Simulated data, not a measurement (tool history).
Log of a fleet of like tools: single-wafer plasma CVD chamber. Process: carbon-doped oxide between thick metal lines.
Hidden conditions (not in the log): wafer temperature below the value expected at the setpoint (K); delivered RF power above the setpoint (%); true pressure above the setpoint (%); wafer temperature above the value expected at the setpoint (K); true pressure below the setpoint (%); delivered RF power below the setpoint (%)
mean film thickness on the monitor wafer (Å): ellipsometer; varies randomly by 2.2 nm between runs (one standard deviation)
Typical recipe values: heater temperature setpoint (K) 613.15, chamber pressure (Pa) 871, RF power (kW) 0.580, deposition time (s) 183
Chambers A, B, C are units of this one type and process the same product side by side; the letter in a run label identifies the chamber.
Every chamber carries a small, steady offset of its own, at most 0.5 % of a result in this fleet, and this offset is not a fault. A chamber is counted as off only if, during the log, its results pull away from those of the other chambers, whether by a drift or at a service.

run   hour  heater temperature setpoint (K)  chamber pressure (Pa)  RF power (kW)  deposition time (s)  hours since the last thermocouple change  hours since the last RF generator calibration  hours since the last manometer calibration  read-back reference wafer on the same gauge, thickness_nm  mean film thickness on the monitor wafer (Å)
 1C    5.1                           613.15                    871          0.580                  183                                     941.1                                          461.6                                        80.0                                                     1190.1                                       10744.0
 2A   11.4                           613.15                    871          0.580                  183                                    1015.1                                         1213.3                                       338.8                                                     1190.3                                       10736.0
 3B   16.3                           613.15                    871          0.580                  183                                     570.4                                         1920.5                                       908.4                                                     1190.7                                       10747.0
      17.4  -- chamber C: thermocouple changed; heater temperature recalibrated
 4A   24.5                           613.15                    871          0.580                  183                                    1028.2                                         1226.4                                       351.9                                                     1189.9                                       10738.0
 5C   31.1                           613.15                    871          0.580                  183                                      13.7                                          487.6                                       106.0                                                     1189.8                                       10803.0
 6B   36.9                           613.15                    871          0.580                  183                                     591.0                                         1941.1                                       929.0                                                     1190.0                                       10725.0
 7C   43.2                           613.15                    871          0.580                  183                                      25.8                                          499.7                                       118.1                                                     1190.2                                       10740.0
 8A   50.9                           603.15                    871          0.580                  159                                    1054.6                                         1252.8                                       378.3                                                     1190.4                                        9563.9
 9B   55.5                           603.15                    871          0.580                  159                                     609.6                                         1959.7                                       947.6                                                     1189.9                                        9615.5
10C   62.0                           603.15                    871          0.580                  159                                      44.6                                          518.5                                       136.9                                                     1190.0                                        9648.6
11A   69.0                           613.15                    871          0.580                  160                                    1072.7                                         1270.9                                       396.4                                                     1189.9                                        9353.7
12B   76.3                           613.15                    871          0.580                  160                                     630.4                                         1980.5                                       968.4                                                     1190.0                                        9409.9
13B   80.3                           613.15                    871          0.580                  160                                     634.4                                         1984.5                                       972.4                                                     1189.7                                        9390.7
14C   85.8                           613.15                    871          0.580                  183                                      68.4                                          542.3                                       160.7                                                     1190.0                                       10760.0
15A   90.0                           613.15                    871          0.580                  183                                    1093.7                                         1291.9                                       417.4                                                     1190.1                                       10700.0
16A   96.9                           613.15                    871          0.580                  183                                    1100.6                                         1298.8                                       424.3                                                     1190.2                                       10698.0
17C  101.4                           613.15                    871          0.580                  183                                      84.0                                          557.9                                       176.3                                                     1190.0                                       10696.0
18B  106.7                           613.15                    871          0.580                  183                                     660.8                                         2010.9                                       998.8                                                     1189.8                                       10775.0
19C  110.8                           613.15                    871          0.580                  183                                      93.4                                          567.3                                       185.7                                                     1190.3                                       10713.0
20A  115.0                           613.15                    871          0.580                  183                                    1118.7                                         1316.9                                       442.4                                                     1190.0                                       10730.0
21B  121.5                           613.15                    871          0.580                  183                                     675.6                                         2025.7                                      1013.6                                                     1190.6                                       10793.0
22B  127.2                           613.15                    871          0.580                  183                                     681.3                                         2031.4                                      1019.3                                                     1189.8                                       10774.0
23C  131.6                           613.15                    871          0.580                  183                                     114.2                                          588.1                                       206.5                                                     1190.7                                       10651.0
24A  136.6                           613.15                    871          0.580                  183                                    1140.3                                         1338.5                                       464.0                                                     1189.8                                       10693.0
25B  141.6                           613.15                    871          0.580                  183                                     695.7                                         2045.8                                      1033.7                                                     1189.5                                       10754.0
     146.8  -- chamber A: thermocouple changed; heater temperature recalibrated
26A  149.1                           613.15                    871          0.580                  183                                       2.3                                         1351.0                                       476.5                                                     1189.9                                       10684.0
27C  154.6                           613.15                    871          0.580                  183                                     137.2                                          611.1                                       229.5                                                     1189.6                                       10556.0
28A  159.8                           613.15                    871          0.580                  183                                      13.0                                         1361.7                                       487.2                                                     1190.1                                       10720.0
29B  164.2                           613.15                    871          0.615                  183                                     718.3                                         2068.4                                      1056.3                                                     1190.0                                       11162.0
30C  170.4                           613.15                    871          0.615                  183                                     153.0                                          626.9                                       245.3                                                     1189.9                                       10921.0
31B  175.1                           613.15                    871          0.615                  183                                     729.2                                         2079.3                                      1067.2                                                     1189.9                                       11185.0
32A  182.8                           613.15                    871          0.580                  183                                      36.0                                         1384.7                                       510.2                                                     1190.3                                       10712.0
33C  189.8                           613.15                    871          0.580                  183                                     172.4                                          646.3                                       264.7                                                     1189.8                                       10568.0
34A  197.4                           613.15                    871          0.580                  183                                      50.6                                         1399.3                                       524.8                                                     1190.4                                       10698.0
35C  203.1                           613.15                    871          0.580                  183                                     185.7                                          659.6                                       278.0                                                     1190.5                                       10492.0

Next, every chamber runs the same settings. What will each give?
36A  208.9                           599.15                    871          0.580                  183                                                                                                                                                                                                                                             ?
36B  208.9                           599.15                    871          0.580                  183                                                                                                                                                                                                                                             ?
36C  208.9                           599.15                    871          0.580                  183                                                                                                                                                                                                                                             ?

run  mean film thickness on the monitor wafer (Å)
36A                                       11190.0
36B                                       11232.0
36C                                       10978.0

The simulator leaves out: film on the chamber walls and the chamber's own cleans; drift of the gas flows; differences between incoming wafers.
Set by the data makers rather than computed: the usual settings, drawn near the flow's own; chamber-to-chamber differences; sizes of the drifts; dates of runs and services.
